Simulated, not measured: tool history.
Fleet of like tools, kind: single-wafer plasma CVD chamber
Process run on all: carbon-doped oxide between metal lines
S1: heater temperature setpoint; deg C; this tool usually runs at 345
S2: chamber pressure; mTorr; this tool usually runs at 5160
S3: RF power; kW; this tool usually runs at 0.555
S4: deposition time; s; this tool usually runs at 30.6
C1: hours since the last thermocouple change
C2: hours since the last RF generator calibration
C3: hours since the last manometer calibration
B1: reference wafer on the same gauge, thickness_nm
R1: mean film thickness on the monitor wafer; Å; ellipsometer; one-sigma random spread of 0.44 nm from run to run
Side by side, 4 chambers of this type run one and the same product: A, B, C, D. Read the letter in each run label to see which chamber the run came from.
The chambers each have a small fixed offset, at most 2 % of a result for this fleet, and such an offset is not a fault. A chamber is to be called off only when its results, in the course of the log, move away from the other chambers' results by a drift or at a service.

{"run": "1D", "hour": 11.9, "S1": 345, "S2": 5160, "S3": 0.555, "S4": 30.6, "C1": 27.8, "C2": 1483.9, "C3": 465.5, "B1": 203.2, "R1": 1704.1}
{"run": "2C", "hour": 24.7, "S1": 345, "S2": 5160, "S3": 0.555, "S4": 30.6, "C1": 1099.2, "C2": 1036.6, "C3": 972.4, "B1": 202.89, "R1": 1730.3}
{"run": "3A", "hour": 31.8, "S1": 345, "S2": 5160, "S3": 0.555, "S4": 30.6, "C1": 430.8, "C2": 425.9, "C3": 247.2, "B1": 203.0, "R1": 1710.9}
{"run": "4B", "hour": 45.1, "S1": 345, "S2": 5160, "S3": 0.555, "S4": 30.6, "C1": 2069.4, "C2": 435.6, "C3": 906.9, "B1": 202.88, "R1": 1697.3}
{"run": "5C", "hour": 52.9, "S1": 345, "S2": 5160, "S3": 0.555, "S4": 30.6, "C1": 1127.4, "C2": 1064.8, "C3": 1000.6, "B1": 203.0, "R1": 1729.7}
{"run": "6B", "hour": 65.8, "S1": 345, "S2": 5160, "S3": 0.555, "S4": 30.6, "C1": 2090.1, "C2": 456.3, "C3": 927.6, "B1": 202.96, "R1": 1696.1}
{"run": "7A", "hour": 74.1, "S1": 345, "S2": 5160, "S3": 0.555, "S4": 30.6, "C1": 473.1, "C2": 468.2, "C3": 289.5, "B1": 203.15, "R1": 1710.6}
{"run": "8D", "hour": 87.2, "S1": 345, "S2": 5160, "S3": 0.555, "S4": 30.6, "C1": 103.1, "C2": 1559.2, "C3": 540.8, "B1": 202.91, "R1": 1715.0}
{"run": "9B", "hour": 96.8, "S1": 345, "S2": 5160, "S3": 0.555, "S4": 30.6, "C1": 2121.1, "C2": 487.3, "C3": 958.6, "B1": 202.94, "R1": 1700.2}
{"run": "10C", "hour": 103.0, "S1": 345, "S2": 5160, "S3": 0.555, "S4": 30.6, "C1": 1177.5, "C2": 1114.9, "C3": 1050.7, "B1": 202.96, "R1": 1723.0}
{"run": "11A", "hour": 115.7, "S1": 345, "S2": 5160, "S3": 0.555, "S4": 30.6, "C1": 514.7, "C2": 509.8, "C3": 331.1, "B1": 203.03, "R1": 1707.5}
{"run": "12D", "hour": 123.5, "S1": 345, "S2": 5160, "S3": 0.555, "S4": 30.6, "C1": 139.4, "C2": 1595.5, "C3": 577.1, "B1": 202.99, "R1": 1706.7}
{"run": "13C", "hour": 132.3, "S1": 345, "S2": 5160, "S3": 0.555, "S4": 34.8, "C1": 1206.8, "C2": 1144.2, "C3": 1080.0, "B1": 202.91, "R1": 1964.5}
{"run": "14A", "hour": 140.2, "S1": 345, "S2": 5160, "S3": 0.555, "S4": 34.8, "C1": 539.2, "C2": 534.3, "C3": 355.6, "B1": 203.01, "R1": 1942.5}
{"run": "15D", "hour": 151.9, "S1": 345, "S2": 5160, "S3": 0.555, "S4": 34.8, "C1": 167.8, "C2": 1623.9, "C3": 605.5, "B1": 203.07, "R1": 1932.2}
{"run": "16B", "hour": 159.0, "S1": 345, "S2": 5160, "S3": 0.555, "S4": 34.8, "C1": 2183.3, "C2": 549.5, "C3": 1020.8, "B1": 203.07, "R1": 1913.2}
{"run": "17A", "hour": 165.4, "S1": 345, "S2": 5160, "S3": 0.555, "S4": 30.6, "C1": 564.4, "C2": 559.5, "C3": 380.8, "B1": 203.15, "R1": 1709.2}
{"run": "18D", "hour": 173.5, "S1": 345, "S2": 5160, "S3": 0.555, "S4": 30.6, "C1": 189.4, "C2": 1645.5, "C3": 627.1, "B1": 203.03, "R1": 1701.9}
{"run": "19C", "hour": 183.4, "S1": 345, "S2": 5160, "S3": 0.555, "S4": 30.6, "C1": 1257.9, "C2": 1195.3, "C3": 1131.1, "B1": 203.07, "R1": 1724.4}
{"run": "20B", "hour": 196.3, "S1": 345, "S2": 5160, "S3": 0.555, "S4": 30.6, "C1": 2220.6, "C2": 586.8, "C3": 1058.1, "B1": 202.95, "R1": 1671.8}
{"run": "21B", "hour": 205.2, "S1": 345, "S2": 5160, "S3": 0.555, "S4": 30.6, "C1": 2229.5, "C2": 595.7, "C3": 1067.0, "B1": 202.99, "R1": 1668.1}
{"run": "22C", "hour": 217.3, "S1": 345, "S2": 5160, "S3": 0.555, "S4": 30.6, "C1": 1291.8, "C2": 1229.2, "C3": 1165.0, "B1": 203.01, "R1": 1719.4}
{"run": "23D", "hour": 228.2, "S1": 345, "S2": 5160, "S3": 0.555, "S4": 30.6, "C1": 244.1, "C2": 1700.2, "C3": 681.8, "B1": 202.88, "R1": 1704.2}
{"run": "24A", "hour": 238.0, "S1": 345, "S2": 5160, "S3": 0.555, "S4": 30.6, "C1": 637.0, "C2": 632.1, "C3": 453.4, "B1": 202.91, "R1": 1704.9}
{"run": "25C", "hour": 245.8, "S1": 345, "S2": 5160, "S3": 0.555, "S4": 30.6, "C1": 1320.3, "C2": 1257.7, "C3": 1193.5, "B1": 203.05, "R1": 1729.7}
{"run": "26B", "hour": 258.8, "S1": 345, "S2": 5160, "S3": 0.555, "S4": 30.6, "C1": 2283.1, "C2": 649.3, "C3": 1120.6, "B1": 202.91, "R1": 1663.7}
{"hour": 264.9, "done": "chamber C: RF generator calibrated"}
{"run": "27D", "hour": 268.6, "S1": 345, "S2": 5160, "S3": 0.555, "S4": 30.6, "C1": 284.5, "C2": 1740.6, "C3": 722.2, "B1": 202.92, "R1": 1699.9}
{"run": "28A", "hour": 278.3, "S1": 345, "S2": 5160, "S3": 0.555, "S4": 30.6, "C1": 677.3, "C2": 672.4, "C3": 493.7, "B1": 203.02, "R1": 1713.4}
{"run": "29A", "hour": 284.6, "S1": 345, "S2": 5160, "S3": 0.555, "S4": 30.6, "C1": 683.6, "C2": 678.7, "C3": 500.0, "B1": 203.0, "R1": 1707.4}
{"hour": 286.4, "done": "chamber B: thermocouple changed; heater temperature recalibrated"}
{"run": "30D", "hour": 294.7, "S1": 345, "S2": 5160, "S3": 0.555, "S4": 30.6, "C1": 310.6, "C2": 1766.7, "C3": 748.3, "B1": 202.95, "R1": 1694.8}
{"run": "31B", "hour": 303.1, "S1": 345, "S2": 5670, "S3": 0.555, "S4": 33.3, "C1": 16.8, "C2": 693.6, "C3": 1164.9, "B1": 203.11, "R1": 1816.6}
{"run": "32C", "hour": 314.7, "S1": 345, "S2": 5670, "S3": 0.555, "S4": 33.3, "C1": 1389.2, "C2": 49.8, "C3": 1262.4, "B1": 202.89, "R1": 1903.0}
{"run": "33D", "hour": 325.1, "S1": 345, "S2": 5670, "S3": 0.555, "S4": 33.3, "C1": 341.0, "C2": 1797.1, "C3": 778.7, "B1": 203.03, "R1": 1866.9}
{"run": "34B", "hour": 332.3, "S1": 345, "S2": 5670, "S3": 0.555, "S4": 33.3, "C1": 46.0, "C2": 722.8, "C3": 1194.1, "B1": 203.1, "R1": 1812.8}

Which is it: a chamber that has drifted or been left off by a service, a gauge drift common to all chambers, or only each chamber's usual small offset? If a chamber is off, name it and its likeliest cause.

It is chamber B that slowly wanders off from its peers.
Likeliest cause: delivered RF power below the setpoint (%) = 5.27.

Which of the 4 candidates below, each the usual settings with something changed and its results left as question marks, puts chamber B back in line with what the other chambers give on the usual settings?
Maximum distance from the other chambers' mean on the usual settings for a result to count as in line: R1 15.0 Å
{"run": "35B-1", "hour": 342.4, "S1": 345, "S2": 5270, "S3": 0.59, "S4": 30.6, "R1": "?"}
{"run": "35B-2", "hour": 342.4, "S1": 345, "S2": 5380, "S3": 0.625, "S4": 30.6, "R1": "?"}
{"run": "35B-3", "hour": 342.4, "S1": 345, "S2": 5130, "S3": 0.545, "S4": 29.8, "R1": "?"}
{"run": "35B-4", "hour": 342.4, "S1": 345, "S2": 5160, "S3": 0.49, "S4": 30.6, "R1": "?"}

Other chambers, usual settings, mean: R1 1712.8 Å
run=35B-1 R1=1714.7
run=35B-2 R1=1781.7
run=35B-3 R1=1583.3
run=35B-4 R1=1519.2
35B-1 is the one that brings the chamber's results back in line with the other chambers.
